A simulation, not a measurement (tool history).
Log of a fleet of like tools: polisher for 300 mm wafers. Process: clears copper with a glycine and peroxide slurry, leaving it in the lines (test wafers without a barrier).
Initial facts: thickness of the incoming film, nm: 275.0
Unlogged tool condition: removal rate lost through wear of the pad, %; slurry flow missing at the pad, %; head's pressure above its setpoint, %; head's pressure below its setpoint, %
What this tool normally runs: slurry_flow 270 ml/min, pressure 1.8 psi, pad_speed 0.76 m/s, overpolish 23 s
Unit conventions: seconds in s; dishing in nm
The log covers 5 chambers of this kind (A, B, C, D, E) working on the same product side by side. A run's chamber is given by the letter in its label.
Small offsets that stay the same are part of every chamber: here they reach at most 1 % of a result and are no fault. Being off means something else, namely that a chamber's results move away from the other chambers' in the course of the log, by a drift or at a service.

run   hour  slurry_flow  pressure  pad_speed  overpolish  wafers polished on this pad  hours since the slurry nozzle was cleaned  hours since the head pressure was calibrated  seconds  dishing
 1D    3.1          270       1.8       0.76          23                          178                                      318.6                                         273.5  100.890   42.123
 2B    5.3          270       1.8       0.76          23                          260                                       44.7                                         474.2  103.150   41.516
 3A    8.1          270       1.8       0.76          23                           83                                       59.7                                         148.1  100.800   42.120
 4E   10.6          270       1.8       0.76          23                          688                                      502.7                                         837.0  102.890   44.410
 5C   14.5          270       1.8       0.66          23                         1268                                       47.3                                        1124.7  109.860   38.918
 6C   18.9          270       1.8       0.66          23                         1303                                       51.7                                        1129.1  110.870   39.826
 7A   23.3          270       1.8       0.66          23                          203                                       74.9                                         163.3  113.980   38.335
 8E   27.2          270       1.8       0.66          23                          819                                      519.3                                         853.6  112.650   40.045
 9B   30.1          270       1.8       0.66          23                          455                                       69.5                                         499.0  112.360   39.510
10D   32.6          270       1.8       0.76          23                          411                                      348.1                                         303.0   99.619   42.317
11A   37.2          270       1.8       0.76          23                          313                                       88.8                                         177.2  102.400   43.082
12B   40.1          270       1.8       0.76          23                          534                                       79.5                                         509.0  103.360   42.076
13D   43.3          360       1.8       0.76          23                          495                                      358.8                                         313.7   98.089   43.500
14E   46.5          360       1.8       0.76          23                          971                                      538.6                                         872.9  100.960   42.603
      47.9  -- chamber C: worn pad replaced by a new one
      48.3  -- chamber D: worn pad replaced by a new one
15C   50.2          360       1.8       0.76          23                           18                                       83.0                                        1160.4  100.590   42.804
16E   54.2          360       1.8       0.76          23                         1031                                      546.3                                         880.6   99.530   42.078
17B   58.2          360       1.8       0.76          23                          677                                       97.6                                         527.1   98.637   42.935
18D   61.9          270       1.8       0.76          23                          107                                      377.4                                         332.3  101.720   42.595
19A   64.7          270       1.8       0.76          23                          529                                      116.3                                         204.7  102.140   40.487
20C   68.4          270       1.8       0.76          23                          162                                      101.2                                        1178.6  102.410   41.307
21D   70.6          270       1.8       0.76          23                          176                                      386.1                                         341.0   99.122   42.454
22B   73.0          270       1.8       0.76          23                          793                                      112.4                                         541.9  102.760   41.356
23E   75.4          270       1.8       0.76          23                         1199                                      567.5                                         901.8  103.990   42.079
24C   77.5          270       1.8       0.76          23                          233                                      110.3                                        1187.7   99.944   42.511
25A   81.7          270       1.8       0.76          23                          664                                      133.3                                         221.7  100.570   44.105
26A   83.8          270       1.8       0.76          23                          680                                      135.4                                         223.8  101.590   43.220
27D   88.1          270       1.8       0.76          23                          314                                      403.6                                         358.5  101.970   44.803
28C   92.2          190       1.8       0.76          13                          349                                      125.0                                        1202.4  104.880   24.101
29B   94.5          190       1.8       0.76          13                          963                                      133.9                                         563.4  104.820   24.891
30E   99.3          190       1.8       0.76          13                         1387                                      591.4                                         925.7  112.350   24.127
31D  102.0          190       1.8       0.76          13                          423                                      417.5                                         372.4  104.540   24.178
32B  105.0          190       1.8       0.76          13                         1046                                      144.4                                         573.9  105.980   25.283
33A  109.5          270       1.8       0.76          23                          883                                      161.1                                         249.5  103.310   41.280
     110.1  -- chamber E: slurry nozzle cleaned
34E  113.5          270       1.8       0.76          23                         1499                                        3.4                                         939.9  110.330   40.025
35C  118.0          270       1.8       0.76          23                          553                                      150.8                                        1228.2  101.290   43.804
36E  121.8          270       1.8       0.76          23                         1564                                       11.7                                         948.2  107.950   40.782
37B  124.0          270       1.8       0.76          23                         1195                                      163.4                                         592.9   99.718   44.284

One chamber off, gauge drift, or nothing amiss beyond the chambers' own small offsets? If it is a chamber, which one, and what is the likeliest cause?

Little by little, chamber E moves away from the other chambers.
What lies behind it: removal rate lost through wear of the pad, % = 7.01.
The log may not tell that from: head's pressure below its setpoint, %.

Here are 4 candidates for chamber E's next run, each the usual settings with a change, their results left as question marks. Which one brings its results back in line with what the others give on the usual settings?
Maximum distance from the other chambers' mean on the usual settings for a result to count as in line: seconds 3.700 s; dishing 3.200 nm
38E-1  127.4          275       2.0       0.84          22                                                                                                                              ?        ?
38E-2  127.4          270       1.7       0.72          23                                                                                                                              ?        ?
38E-3  127.4          265       1.6       0.68          24                                                                                                                              ?        ?
38E-4  127.4          270       1.9       0.80          23                                                                                                                              ?        ?

The mean the other chambers reach with the usual settings: seconds 101.850 s; dishing 42.427 nm
  run  seconds  dishing
38E-1   94.300   45.126
38E-2  118.380   38.505
38E-3  128.290   37.252
38E-4  101.680   43.927
It is 38E-4 that realigns the chamber with its peers.
